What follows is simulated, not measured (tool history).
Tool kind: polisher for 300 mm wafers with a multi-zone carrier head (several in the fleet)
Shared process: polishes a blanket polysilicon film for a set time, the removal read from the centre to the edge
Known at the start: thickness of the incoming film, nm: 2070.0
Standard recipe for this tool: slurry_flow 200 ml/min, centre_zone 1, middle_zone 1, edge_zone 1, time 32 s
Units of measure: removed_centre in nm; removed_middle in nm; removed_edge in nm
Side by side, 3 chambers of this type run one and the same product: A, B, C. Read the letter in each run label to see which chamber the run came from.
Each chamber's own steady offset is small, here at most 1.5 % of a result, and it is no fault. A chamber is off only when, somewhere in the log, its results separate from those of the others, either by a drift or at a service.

At day 0.012: chamber C: worn pad replaced by a new one.
At day 0.275: chamber B: worn pad replaced by a new one.
At day 0.475: chamber A: slurry nozzle cleaned.
Run 1B, day 0.496: usual settings. Result: removed_centre 165.03 nm, removed_middle 161.8 nm, removed_edge 162.86 nm.
Run 2C, day 1.025: usual settings. Result: removed_centre 164.31 nm, removed_middle 161.75 nm, removed_edge 165.45 nm.
Run 3A, day 1.421: usual settings. Result: removed_centre 166.62 nm, removed_middle 165.63 nm, removed_edge 164.24 nm.
At day 1.654: chamber A: worn pad replaced by a new one.
Run 4B, day 1.808: usual settings. Result: removed_centre 164.82 nm, removed_middle 164.87 nm, removed_edge 163.96 nm.
Run 5C, day 2.388: usual settings. Result: removed_centre 162.11 nm, removed_middle 161.5 nm, removed_edge 161.78 nm.
At day 2.529: chamber C: worn pad replaced by a new one.
Run 6A, day 2.854: usual settings. Result: removed_centre 167.79 nm, removed_middle 163.91 nm, removed_edge 165.59 nm.
Run 7B, day 3.25: usual settings. Result: removed_centre 163.8 nm, removed_middle 164.07 nm, removed_edge 165.58 nm.
At day 3.5: chamber B: worn pad replaced by a new one.
Run 8C, day 3.525: usual settings. Result: removed_centre 163.23 nm, removed_middle 163.44 nm, removed_edge 163.93 nm.
Run 9A, day 3.858: usual settings but slurry_flow 250 ml/min, middle_zone 0.91. Result: removed_centre 166.98 nm, removed_middle 155.85 nm, removed_edge 166.89 nm.
Run 10C, day 4.167: usual settings but slurry_flow 250 ml/min, middle_zone 0.91. Result: removed_centre 167.3 nm, removed_middle 155.48 nm, removed_edge 170.29 nm.
At day 4.504: chamber C: centre zone pressure recalibrated.
Run 11B, day 4.767: usual settings but slurry_flow 250 ml/min, middle_zone 0.91. Result: removed_centre 165.26 nm, removed_middle 155.5 nm, removed_edge 168.19 nm.
At day 4.954: chamber C: worn pad replaced by a new one.
Run 12A, day 5.317: usual settings. Result: removed_centre 162.22 nm, removed_middle 163.59 nm, removed_edge 162.25 nm.
Run 13A, day 5.621: usual settings. Result: removed_centre 162.77 nm, removed_middle 166.24 nm, removed_edge 160.04 nm.
At day 5.662: chamber A: worn pad replaced by a new one.
At day 6.142: chamber B: edge zone pressure recalibrated.
Run 14B, day 6.158: usual settings. Result: removed_centre 163.28 nm, removed_middle 165.43 nm, removed_edge 165.92 nm.
At day 6.275: chamber B: worn pad replaced by a new one.
Run 15C, day 6.662: usual settings. Result: removed_centre 178.95 nm, removed_middle 162.2 nm, removed_edge 164.98 nm.
Run 16C, day 7.15: usual settings. Result: removed_centre 179.64 nm, removed_middle 164.67 nm, removed_edge 165.34 nm.
Run 17B, day 7.429: usual settings. Result: removed_centre 161.14 nm, removed_middle 165.11 nm, removed_edge 163.87 nm.
At day 7.579: chamber C: worn pad replaced by a new one.
Run 18A, day 7.854: usual settings. Result: removed_centre 160.48 nm, removed_middle 163.34 nm, removed_edge 162.38 nm.
Run 19C, day 8.458: usual settings. Result: removed_centre 182.12 nm, removed_middle 163.83 nm, removed_edge 165.49 nm.
Run 20B, day 8.812: usual settings but centre_zone 0.91, time 25 s. Result: removed_centre 115.12 nm, removed_middle 128.79 nm, removed_edge 129.45 nm.
At day 9.05: chamber A: worn pad replaced by a new one.
At day 9.238: chamber B: worn pad replaced by a new one.
Run 21A, day 9.296: usual settings but centre_zone 0.91, time 25 s. Result: removed_centre 113.36 nm, removed_middle 128.55 nm, removed_edge 126.58 nm.
Run 22B, day 9.754: usual settings but centre_zone 0.91, time 25 s. Result: removed_centre 114.44 nm, removed_middle 128.85 nm, removed_edge 128.77 nm.
Run 23A, day 10.025: usual settings. Result: removed_centre 162.6 nm, removed_middle 165.34 nm, removed_edge 163.82 nm.
Run 24C, day 10.396: usual settings. Result: removed_centre 177.98 nm, removed_middle 161.98 nm, removed_edge 159.62 nm.
At day 10.433: chamber C: worn pad replaced by a new one.
Run 25A, day 10.808: usual settings. Result: removed_centre 162.5 nm, removed_middle 164.98 nm, removed_edge 163.79 nm.
At day 10.821: chamber B: slurry nozzle cleaned.
Run 26C, day 11.379: usual settings. Result: removed_centre 181.78 nm, removed_middle 163.5 nm, removed_edge 164.8 nm.
Run 27B, day 11.95: usual settings. Result: removed_centre 163.74 nm, removed_middle 164.34 nm, removed_edge 162.53 nm.
At day 12.254: chamber A: slurry nozzle cleaned.
Run 28A, day 12.379: usual settings. Result: removed_centre 163.81 nm, removed_middle 164.64 nm, removed_edge 164.28 nm.
Run 29C, day 12.871: usual settings. Result: removed_centre 176.5 nm, removed_middle 162.43 nm, removed_edge 165.08 nm.

The same settings go to every chamber for the next run, one line per chamber below. Forecast the results for each:
Run 30A, day 13.308: usual settings but edge_zone 1.06. Result: removed_centre ?, removed_middle ?, removed_edge ?.
Run 30B, day 13.308: usual settings but edge_zone 1.06. Result: removed_centre ?, removed_middle ?, removed_edge ?.
Run 30C, day 13.308: usual settings but edge_zone 1.06. Result: removed_centre ?, removed_middle ?, removed_edge ?.

run  removed_centre  removed_middle  removed_edge
30A          163.09           164.4        165.76
30B          163.52          163.27        172.46
30C          181.72          162.42        169.23
